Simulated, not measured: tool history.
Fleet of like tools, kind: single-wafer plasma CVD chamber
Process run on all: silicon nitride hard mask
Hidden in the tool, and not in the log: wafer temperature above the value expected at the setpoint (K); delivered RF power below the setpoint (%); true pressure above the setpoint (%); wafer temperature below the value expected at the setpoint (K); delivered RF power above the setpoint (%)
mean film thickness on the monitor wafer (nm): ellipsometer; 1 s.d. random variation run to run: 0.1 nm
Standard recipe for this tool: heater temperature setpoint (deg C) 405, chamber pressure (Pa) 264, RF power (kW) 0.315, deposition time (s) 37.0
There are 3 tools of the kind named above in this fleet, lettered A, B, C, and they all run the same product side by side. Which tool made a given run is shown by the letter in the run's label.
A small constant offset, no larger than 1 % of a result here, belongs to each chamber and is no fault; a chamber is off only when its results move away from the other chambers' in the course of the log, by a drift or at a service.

run	hour	heater temperature setpoint (deg C)	chamber pressure (Pa)	RF power (kW)	deposition time (s)	hours since the last thermocouple change	hours since the last RF generator calibration	hours since the last manometer calibration	read-back reference wafer on the same gauge, thickness_nm	mean film thickness on the monitor wafer (nm)
1C	8.3	405	264	0.315	37.0	1398.6	1001.1	1603.4	51.196	46.052
2A	14.2	405	264	0.315	37.0	1623.6	968.3	703.0	51.239	46.486
3B	21.3	405	264	0.315	37.0	553.1	1246.7	1854.4	51.208	46.881
4B	27.4	405	264	0.315	37.0	559.2	1252.8	1860.5	51.179	46.664
5A	30.9	405	264	0.315	37.0	1640.3	985.0	719.7	51.190	46.668
6C	38.2	405	264	0.315	37.0	1428.5	1031.0	1633.3	51.221	46.361
7C	45.7	405	264	0.315	37.0	1436.0	1038.5	1640.8	51.175	46.143
8B	51.9	405	264	0.315	40.8	583.7	1277.3	1885.0	51.215	51.356
9A	56.1	405	264	0.315	40.8	1665.5	1010.2	744.9	51.193	51.198
10B	60.5	405	264	0.315	40.8	592.3	1285.9	1893.6	51.184	51.719
11A	67.7	405	264	0.315	37.0	1677.1	1021.8	756.5	51.201	46.631
12C	72.0	405	264	0.315	37.0	1462.3	1064.8	1667.1	51.192	46.283
13A	79.6	405	264	0.315	37.0	1689.0	1033.7	768.4	51.173	46.572
14B	85.9	413	291	0.315	37.0	617.7	1311.3	1919.0	51.233	47.514
15C	93.0	413	291	0.315	37.0	1483.3	1085.8	1688.1	51.179	47.293
16B	97.4	413	291	0.315	37.0	629.2	1322.8	1930.5	51.208	47.540
17A	105.1	405	264	0.315	37.0	1714.5	1059.2	793.9	51.209	46.586
18C	112.1	405	264	0.315	37.0	1502.4	1104.9	1707.2	51.217	46.197
19B	119.1	405	264	0.315	37.0	650.9	1344.5	1952.2	51.184	46.316
20C	123.5	405	264	0.315	37.0	1513.8	1116.3	1718.6	51.192	46.311
21A	129.1	405	264	0.315	37.0	1738.5	1083.2	817.9	51.183	46.504
22A	135.9	405	264	0.315	37.0	1745.3	1090.0	824.7	51.175	46.614
23B	140.5	405	264	0.315	37.0	672.3	1365.9	1973.6	51.194	46.026
24C	147.9	405	264	0.315	37.0	1538.2	1140.7	1743.0	51.194	46.146
25B	151.6	405	264	0.315	37.0	683.4	1377.0	1984.7	51.200	45.912
26C	157.8	405	264	0.315	37.0	1548.1	1150.6	1752.9	51.194	46.361
27A	162.6	405	264	0.315	37.0	1772.0	1116.7	851.4	51.237	46.495
28C	166.8	405	264	0.315	37.0	1557.1	1159.6	1761.9	51.189	46.519
29B	172.2	405	304	0.315	31.2	704.0	1397.6	2005.3	51.206	40.140
30A	176.8	405	304	0.315	31.2	1786.2	1130.9	865.6	51.180	40.728
31B	182.1	405	304	0.315	31.2	713.9	1407.5	2015.2	51.180	39.862
32C	186.4	405	264	0.315	37.0	1576.7	1179.2	1781.5	51.182	46.090

Is one chamber off against the others, does the gauge drift, or is nothing wrong? If a chamber is off, say which, and what the likeliest cause is.

Chamber B drifts away from the others.
What lies behind it: delivered RF power below the setpoint (%) = 4.
It could be hard to tell apart here from: true pressure below the setpoint (%).

Here are 4 candidates for chamber B's next run, each the usual settings with a change, their results left as question marks. Which one brings its results back in line with what the others give on the usual settings?
Maximum distance from the other chambers' mean on the usual settings for a result to count as in line: mean film thickness on the monitor wafer (nm) 0.370
33B-1	192.3	405	264	0.315	36.2					?
33B-2	192.3	405	264	0.300	37.0					?
33B-3	192.3	404	301	0.315	37.0					?
33B-4	192.3	405	264	0.325	37.0					?

Usual-settings mean across the other chambers: mean film thickness on the monitor wafer (nm) 46.451
run	mean film thickness on the monitor wafer (nm)
33B-1	44.456
33B-2	43.962
33B-3	47.079
33B-4	46.381
33B-4 brings the chamber back in line.

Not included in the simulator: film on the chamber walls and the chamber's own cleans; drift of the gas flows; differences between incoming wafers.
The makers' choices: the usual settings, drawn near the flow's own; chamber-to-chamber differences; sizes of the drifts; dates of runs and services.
